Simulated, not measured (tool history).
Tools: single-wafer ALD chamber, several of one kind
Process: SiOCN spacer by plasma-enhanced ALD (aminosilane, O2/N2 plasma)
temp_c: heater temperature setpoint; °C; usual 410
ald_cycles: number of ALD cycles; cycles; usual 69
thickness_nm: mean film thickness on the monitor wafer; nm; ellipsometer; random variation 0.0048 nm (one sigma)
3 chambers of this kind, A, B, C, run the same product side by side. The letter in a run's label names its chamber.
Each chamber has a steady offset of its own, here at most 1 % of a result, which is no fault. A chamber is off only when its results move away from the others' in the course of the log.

run	hour	temp_c	ald_cycles	hours since the last thermocouple change	read-back reference wafer on the same gauge, thickness_nm	thickness_nm
1B	6.7	410	69	723.7	3.8883	4.0452
2C	10.9	410	69	1823.3	3.8886	3.9995
3A	18.4	410	69	1238.4	3.8874	4.055
4A	22.3	410	69	1242.3	3.8875	4.0618
5B	30.4	410	69	747.4	3.8862	4.046
6C	35.8	410	69	1848.2	3.8854	4.0072
7B	41.3	410	69	758.3	3.8842	4.0372
8A	47.9	410	69	1267.9	3.8832	4.0507
9C	53.2	410	69	1865.6	3.8832	3.9934
10A	61.5	410	69	1281.5	3.8823	4.0495
11B	65.9	410	69	782.9	3.8817	4.0336
12C	71.6	410	69	1884	3.8801	3.9982
13C	78.9	410	69	1891.3	3.8785	3.9997
14B	83.1	410	69	800.1	3.8777	4.0354
15A	91.7	410	69	1311.7	3.8779	4.0511
16A	99.9	410	69	1319.9	3.8774	4.0432
17C	105.2	410	69	1917.6	3.876	3.9955
18B	111.4	402	61	828.4	3.8748	3.6585
19C	117.1	402	61	1929.5	3.8756	3.6103
20A	121.4	402	61	1341.4	3.8726	3.666
21B	129.9	410	69	846.9	3.8713	4.0261
22A	135.6	410	69	1355.6	3.8728	4.0406

Next, every chamber runs the same settings. What will each give?
23A	141.9	417	69			?
23B	141.9	417	69			?
23C	141.9	417	69			?

run	thickness_nm
23A	3.9591
23B	3.938
23C	3.9024
